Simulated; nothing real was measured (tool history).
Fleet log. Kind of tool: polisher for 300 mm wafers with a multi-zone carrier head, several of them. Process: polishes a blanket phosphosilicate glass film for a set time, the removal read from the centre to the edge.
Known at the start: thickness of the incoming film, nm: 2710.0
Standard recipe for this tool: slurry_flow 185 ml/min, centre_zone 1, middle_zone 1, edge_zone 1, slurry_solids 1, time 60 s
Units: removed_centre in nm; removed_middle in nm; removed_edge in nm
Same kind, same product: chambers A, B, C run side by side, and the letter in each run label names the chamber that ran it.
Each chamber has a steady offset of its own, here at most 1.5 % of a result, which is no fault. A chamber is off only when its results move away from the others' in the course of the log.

run   hour  slurry_flow  centre_zone  middle_zone  edge_zone  slurry_solids  time  wafers polished on this pad  hours since the slurry nozzle was cleaned  hours since the centre zone pressure was calibrated  hours since the edge zone pressure was calibrated  removed_centre  removed_middle  removed_edge
       6.4  -- chamber A: edge zone pressure recalibrated
 1A    8.6          185            1            1          1              1    60                          213                                      532.8                                                160.5                                                2.2          523.23          526.37        523.98
 2B   18.5          185            1            1          1              1    60                          932                                      382.2                                                363.4                                              529.2           522.2          524.98        523.29
      22.4  -- chamber B: slurry nozzle cleaned
 3C   31.3          185            1            1          1              1    60                         1218                                      281.4                                                138.9                                                996           525.5          519.66        528.84
        37  -- chamber C: worn pad replaced by a new one
 4A   42.3          185            1            1          1              1    60                          603                                      566.5                                                194.2                                               35.9          518.33          524.74        523.86
      57.9  -- chamber B: worn pad replaced by a new one
 5B   58.9          185            1            1          1              1    60                           12                                       36.6                                                403.8                                              569.6          525.23          535.92        526.17
 6C   75.3          185            1            1          1              1    60                          444                                      325.4                                                182.9                                               1040           535.8          529.13        528.97
      83.6  -- chamber A: slurry nozzle cleaned
 7A   84.8          185            1            1          1              1    60                         1095                                        1.3                                                236.7                                               78.4          522.87          526.62         521.3
      89.8  -- chamber A: worn pad replaced by a new one
 8B   98.4          185            1            1       0.89              1    60                          469                                       76.1                                                443.3                                              609.1          524.41          520.44        500.03
 9C  110.4          185            1            1       0.89              1    60                          851                                      360.5                                                  218                                             1075.1          535.04          517.48        501.91
10A  124.6          185            1            1       0.89              1    60                          404                                       41.1                                                276.5                                              118.2          517.79          530.03        493.97
11B    138          185            1            1        0.9            0.9    60                          928                                      115.7                                                482.9                                              648.7          497.15          489.65        471.38
     139.1  -- chamber C: worn pad replaced by a new one
12C  146.7          185            1            1        0.9            0.9    60                           89                                      396.8                                                254.3                                             1111.4          502.59          499.98        477.66
13B    158          185            1            1        0.9            0.9    60                         1159                                      135.7                                                502.9                                              668.7          500.12          501.27        466.97
14A  174.3          185            1            1          1              1    60                          979                                       90.8                                                326.2                                              167.9           523.7          537.16        522.82
     178.6  -- chamber B: worn pad replaced by a new one
15C  184.8          185            1            1          1              1    60                          530                                      434.9                                                292.4                                             1149.5          532.02          530.78        527.52
16B  201.1          185            1            1          1              1    60                          261                                      178.8                                                  546                                              711.8          518.96          534.03        528.22
     201.6  -- chamber A: worn pad replaced by a new one
17A  216.1          185            1            1          1              1    60                          168                                      132.6                                                  368                                              209.7          531.08          524.12        528.09
18C    225          185            1            1          1              1    60                          995                                      475.1                                                332.6                                             1189.7          533.49          522.04        534.67
19B  239.6          185            1            1          1              1    60                          707                                      217.3                                                584.5                                              750.3          514.36           522.4        525.23
     244.2  -- chamber C: slurry nozzle cleaned
20C  249.5          185            1            1          1              1    60                         1279                                        5.4                                                357.1                                             1214.2           533.8          533.04        529.35
     254.4  -- chamber C: worn pad replaced by a new one
21A  263.7          185            1            1          1              1    60                          720                                      180.2                                                415.6                                              257.3          517.69           529.2        525.29
     271.8  -- chamber B: worn pad replaced by a new one
22C  277.3          210            1          1.1          1              1    60                          265                                       33.2                                                384.9                                               1242          542.37          567.62        537.94
23B  290.5          210            1          1.1          1              1    60                          216                                      268.2                                                635.4                                              801.2          513.55           591.2        537.78
     305.3  -- chamber C: edge zone pressure recalibrated
24A  306.2          210            1          1.1          1              1    60                         1212                                      222.7                                                458.1                                              299.8          530.38          583.52        534.05
       314  -- chamber A: worn pad replaced by a new one
25C  316.4          185            1            1          1              1    60                          717                                       72.3                                                  424                                               11.1          533.63          533.37        531.11
26B  332.8          185            1            1          1           1.15    60                          706                                      310.5                                                677.7                                              843.5          528.34          552.41        556.27
27A  347.2          185            1            1          1           1.15    60                          384                                      263.7                                                499.1                                              340.8          555.39           577.3        557.05
     347.3  -- chamber C: worn pad replaced by a new one
28A  360.6          185            1            1          1           1.15    60                          539                                      277.1                                                512.5                                              354.2          552.89          560.98         558.9
29C  375.9          185            1            1          1              1    60                          331                                      131.8                                                483.5                                               70.6          536.58          528.83        524.31
     383.1  -- chamber B: worn pad replaced by a new one
       386  -- chamber B: slurry nozzle cleaned
30B    387          185            1            1          1              1    60                           45                                          1                                                731.9                                              897.7          493.88          524.48        527.55
31C  396.5          185            1            1          1              1    60                          570                                      152.4                                                504.1                                               91.2          529.86           520.3        532.02
32A  410.1          185         0.95            1          1              1    60                         1112                                      326.6                                                  562                                              403.7             496          528.43         519.5
     414.7  -- chamber A: worn pad replaced by a new one
     423.5  -- chamber C: centre zone pressure recalibrated
33B  423.9          185         0.95            1          1              1    60                          472                                       37.9                                                768.8                                              934.6          463.97          522.08        523.48
     424.9  -- chamber A: edge zone pressure recalibrated
34A  436.7          185         0.95            1          1              1    60                          255                                      353.2                                                588.6                                               11.8          489.93          531.79        522.41
35C  443.8          185            1            1          1              1    60                         1117                                      199.7                                                 20.3                                              138.5          535.04          523.14        521.16
36B  452.3          245            1            1       1.08              1    60                          801                                       66.3                                                797.2                                                963           510.7          550.12        564.03
       464  -- chamber C: worn pad replaced by a new one
37C  467.5          245            1            1       1.08              1    60                           40                                      223.4                                                   44                                              162.2             563          554.46        564.81
     475.4  -- chamber B: worn pad replaced by a new one
38A  481.6          245            1            1       1.08              1    60                          775                                      398.1                                                633.5                                               56.7          541.03          561.87        557.43
39B  496.9          185            1            1          1              1    60                          249                                      110.9                                                841.8                                             1007.6          482.67          522.11        525.19
40C  511.9          185            1            1          1              1    60                          554                                      267.8                                                 88.4                                              206.6          530.52          525.16        527.97
     525.4  -- chamber A: worn pad replaced by a new one
41B  526.6          185            1            1          1              1    60                          593                                      140.6                                                871.5                                             1037.3          483.82           529.9        529.21
42A  542.2          220            1            1          1           1.15    60                          194                                      458.7                                                694.1                                              117.3          579.34          577.17         570.4

Next, every chamber runs the same settings. What will each give?
43A  554.1          185            1            1       1.06              1    60                                                                                                                                                                                               ?               ?             ?
43B  554.1          185            1            1       1.06              1    60                                                                                                                                                                                               ?               ?             ?
43C  554.1          185            1            1       1.06              1    60                                                                                                                                                                                               ?               ?             ?

run  removed_centre  removed_middle  removed_edge
43A          517.45           541.7        537.08
43B          468.27          522.17         535.9
43C          528.02          528.15        553.57

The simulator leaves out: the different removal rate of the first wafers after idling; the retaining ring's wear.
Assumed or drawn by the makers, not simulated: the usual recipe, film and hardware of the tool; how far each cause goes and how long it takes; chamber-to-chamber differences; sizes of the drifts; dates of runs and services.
